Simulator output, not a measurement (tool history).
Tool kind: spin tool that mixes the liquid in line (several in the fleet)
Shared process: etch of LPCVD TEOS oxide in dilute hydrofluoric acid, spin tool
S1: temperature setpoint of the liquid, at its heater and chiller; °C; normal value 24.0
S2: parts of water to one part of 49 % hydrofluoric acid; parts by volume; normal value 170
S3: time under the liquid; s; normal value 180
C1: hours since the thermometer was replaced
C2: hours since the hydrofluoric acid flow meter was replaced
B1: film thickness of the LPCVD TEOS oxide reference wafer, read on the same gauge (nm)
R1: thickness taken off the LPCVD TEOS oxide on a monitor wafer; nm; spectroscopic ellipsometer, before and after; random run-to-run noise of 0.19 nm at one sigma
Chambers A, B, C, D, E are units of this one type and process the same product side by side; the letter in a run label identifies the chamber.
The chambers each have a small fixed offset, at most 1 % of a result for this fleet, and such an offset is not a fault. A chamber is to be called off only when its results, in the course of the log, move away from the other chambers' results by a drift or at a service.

run   hour    S1   S2   S3      C1     C2      B1      R1
 1A    7.0  24.0  170  180  1163.3  614.8  60.003  24.425
 2E   16.8  24.0  170  180   681.6  118.4  60.006  24.652
 3B   24.8  24.0  170  180   442.4  858.7  60.018  24.182
 4C   30.0  24.0  170  180   750.7  281.7  60.007  24.685
 5D   37.4  24.0  235  180   212.4  196.5  60.010  16.427
 6E   44.1  24.0  235  180   708.9  145.7  60.000  16.373
 7A   49.2  24.0  235  180  1205.5  657.0  60.014  16.506
      52.9  -- chamber B: hydrofluoric acid flow meter replaced
 8C   54.9  24.0  235  180   775.6  306.6  59.999  16.167
 9D   60.5  24.0  235  180   235.5  219.6  59.999  16.326
10B   70.3  24.0  170  180   487.9   17.4  60.006  24.250
11C   78.0  24.0  170  180   798.7  329.7  59.989  24.623
12D   85.4  24.0  170  180   260.4  244.5  60.007  24.066
13B   93.4  24.0  170  180   511.0   40.5  59.996  24.333
14E   98.7  24.0  170  180   763.5  200.3  60.005  24.696
15A  109.0  24.0  170  180  1265.3  716.8  59.997  23.908
16B  115.4  24.0  170  180   533.0   62.5  59.983  24.521
17D  120.8  24.0  170  180   295.8  279.9  59.990  24.245
18E  131.0  24.0  170  180   795.8  232.6  59.986  24.345
19A  137.9  24.0  170  180  1294.2  745.7  60.003  23.140
20C  148.1  24.0  170  180   868.8  399.8  60.021  24.565
21E  154.1  24.0  120  180   818.9  255.7  59.996  36.423
22C  160.7  24.0  120  180   881.4  412.4  59.992  37.355
23D  171.9  24.0  120  180   346.9  331.0  59.997  36.648
24A  177.1  24.0  120  180  1333.4  784.9  59.998  34.887
25B  188.1  24.0  120  180   605.7  135.2  60.013  36.491
26D  193.8  24.0  170  180   368.8  352.9  59.994  24.493
27B  201.4  24.0  170  180   619.0  148.5  60.004  24.450
28A  211.0  24.0  170  180  1367.3  818.8  59.990  23.140
29C  216.9  24.0  170  180   937.6  468.6  60.016  24.598
30E  222.7  24.0  170  180   887.5  324.3  60.008  24.115
     227.9  -- chamber C: thermometer replaced
31C  232.8  28.5  170  260     4.9  484.5  60.000  40.886
32B  243.0  28.5  170  260   660.6  190.1  60.000  41.723
33E  248.5  28.5  170  260   913.3  350.1  60.001  41.763
34D  255.9  28.5  170  260   430.9  415.0  59.999  41.498
35A  263.6  28.5  170  260  1419.9  871.4  60.012  38.396
36A  270.9  24.0  170  180  1427.2  878.7  59.995  22.394
37D  278.7  24.0  170  180   453.7  437.8  60.000  24.068
     287.3  -- chamber E: hydrofluoric acid flow meter replaced
38E  289.3  24.0  170  180   954.1    2.1  60.022  23.988
39C  296.9  27.0  225  180    69.0  548.6  60.009  19.123
40B  306.9  27.0  225  180   724.5  254.0  59.994  19.402

What goes on in this fleet: one chamber off, a drifting gauge, or nothing beyond the chambers' own small offsets? Name the chamber and the cause, if any.

One chamber, A, drifts off from the rest bit by bit.
Most likely cause: hydrofluoric acid flow below the setpoint (%) = 8.51.
Not necessarily distinguishable in this log from: liquid colder than its thermometer reads (K).

Here are 4 candidates for chamber A's next run, each the usual settings with a change, their results left as question marks. Which one brings its results back in line with what the others give on the usual settings?
To be in line, a result may differ from the other chambers' mean on the usual settings by at most: R1 0.670 nm
41A-1  314.9  23.0  170  180               ?
41A-2  314.9  24.0  185  180               ?
41A-3  314.9  27.0  170  180               ?
41A-4  314.9  24.0  165  180               ?

The mean the other chambers reach with the usual settings: R1 24.347 nm
  run      R1
41A-1  21.066
41A-2  19.749
41A-3  24.470
41A-4  22.689
The answer is 41A-3, which returns the chamber to within the allowed miss of the others.
